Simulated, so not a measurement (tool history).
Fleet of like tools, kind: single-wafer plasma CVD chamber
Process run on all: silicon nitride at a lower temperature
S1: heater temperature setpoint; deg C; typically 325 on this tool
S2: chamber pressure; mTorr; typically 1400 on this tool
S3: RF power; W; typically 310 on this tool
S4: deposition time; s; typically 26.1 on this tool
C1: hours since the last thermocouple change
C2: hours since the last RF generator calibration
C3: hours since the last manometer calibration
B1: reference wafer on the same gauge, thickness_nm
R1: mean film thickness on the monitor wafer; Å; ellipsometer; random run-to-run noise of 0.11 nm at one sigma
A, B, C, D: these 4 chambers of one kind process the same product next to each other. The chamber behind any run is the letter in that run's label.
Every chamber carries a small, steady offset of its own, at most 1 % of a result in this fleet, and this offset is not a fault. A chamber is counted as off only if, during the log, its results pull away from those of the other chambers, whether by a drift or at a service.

| run | day | S1 | S2 | S3 | S4 | C1 | C2 | C3 | B1 | R1 |
|---|---|---|---|---|---|---|---|---|---|---|
| 1B | 0.208 | 325 | 1400 | 310 | 26.1 | 927.3 | 664.9 | 591.6 | 31.099 | 306.7 |
| 2A | 0.417 | 325 | 1400 | 310 | 26.1 | 819.6 | 1046.9 | 32.3 | 31.084 | 303.22 |
| 3D | 0.621 | 325 | 1400 | 310 | 26.1 | 491.1 | 418.4 | 435.3 | 31.107 | 306.92 |
| 4C | 0.754 | 325 | 1400 | 310 | 26.1 | 401.6 | 1278.1 | 736.6 | 31.082 | 308.51 |
| 5C | 0.892 | 325 | 1400 | 310 | 26.1 | 404.9 | 1281.4 | 739.9 | 31.079 | 308.13 |
| 6B | 1.096 | 325 | 1580 | 310 | 26.1 | 948.6 | 686.2 | 612.9 | 31.111 | 315.73 |
| 7A | 1.279 | 325 | 1580 | 310 | 26.1 | 840.3 | 1067.6 | 53 | 31.107 | 315.6 |
| 8D | 1.379 | 325 | 1580 | 310 | 26.1 | 509.3 | 436.6 | 453.5 | 31.106 | 315.22 |
| 9B | 1.588 | 325 | 1580 | 310 | 26.1 | 960.4 | 698 | 624.7 | 31.086 | 317.14 |
| 10A | 1.712 | 325 | 1400 | 310 | 26.1 | 850.7 | 1078 | 63.4 | 31.091 | 303.98 |
| 11C | 1.825 | 325 | 1270 | 310 | 26.1 | 427.3 | 1303.8 | 762.3 | 31.102 | 297.94 |
| 12D | 1.942 | 325 | 1270 | 310 | 26.1 | 522.8 | 450.1 | 467 | 31.133 | 297.3 |
| 13D | 2.138 | 325 | 1270 | 310 | 26.1 | 527.5 | 454.8 | 471.7 | 31.098 | 296.17 |
| 14C | 2.296 | 325 | 1270 | 310 | 26.1 | 438.6 | 1315.1 | 773.6 | 31.11 | 300.05 |
| 15B | 2.4 | 325 | 1400 | 310 | 26.1 | 979.9 | 717.5 | 644.2 | 31.115 | 305.46 |
| 16A | 2.538 | 325 | 1400 | 310 | 26.1 | 870.5 | 1097.8 | 83.2 | 31.082 | 305.14 |
| 17D | 2.633 | 325 | 1400 | 310 | 26.1 | 539.4 | 466.7 | 483.6 | 31.098 | 307.46 |
| 18A | 2.733 | 325 | 1400 | 310 | 26.1 | 875.2 | 1102.5 | 87.9 | 31.08 | 301.75 |
| 19B | 2.917 | 325 | 1400 | 310 | 26.1 | 992.3 | 729.9 | 656.6 | 31.096 | 306.31 |
| 20C | 3.05 | 325 | 1400 | 310 | 26.1 | 456.7 | 1333.2 | 791.7 | 31.073 | 306.79 |
| 21C | 3.212 | 335 | 1720 | 310 | 26.1 | 460.6 | 1337.1 | 795.6 | 31.078 | 325.05 |
| 22D | 3.333 | 335 | 1720 | 310 | 26.1 | 556.2 | 483.5 | 500.4 | 31.068 | 321.65 |
| 23A | 3.496 | 335 | 1720 | 310 | 26.1 | 893.5 | 1120.8 | 106.2 | 31.118 | 321.87 |
| 24B | 3.596 | 335 | 1720 | 310 | 26.1 | 1008.6 | 746.2 | 672.9 | 31.119 | 321.46 |
| 25B | 3.712 | 325 | 1400 | 310 | 26.1 | 1011.4 | 749 | 675.7 | 31.128 | 305.14 |
| 26A | 3.862 | 325 | 1400 | 310 | 26.1 | 902.3 | 1129.6 | 115 | 31.12 | 304.19 |
| 27D | 4.021 | 325 | 1400 | 310 | 26.1 | 572.7 | 500 | 516.9 | 31.11 | 304.01 |

Has any chamber moved away from the others, gradually or after a service, or does the common gauge drift, or do the chambers differ only by their own small steady offsets? State the chamber and the most likely cause if one applies.

The fleet is healthy, with each chamber sitting at its usual small offset and no drift in the gauge.

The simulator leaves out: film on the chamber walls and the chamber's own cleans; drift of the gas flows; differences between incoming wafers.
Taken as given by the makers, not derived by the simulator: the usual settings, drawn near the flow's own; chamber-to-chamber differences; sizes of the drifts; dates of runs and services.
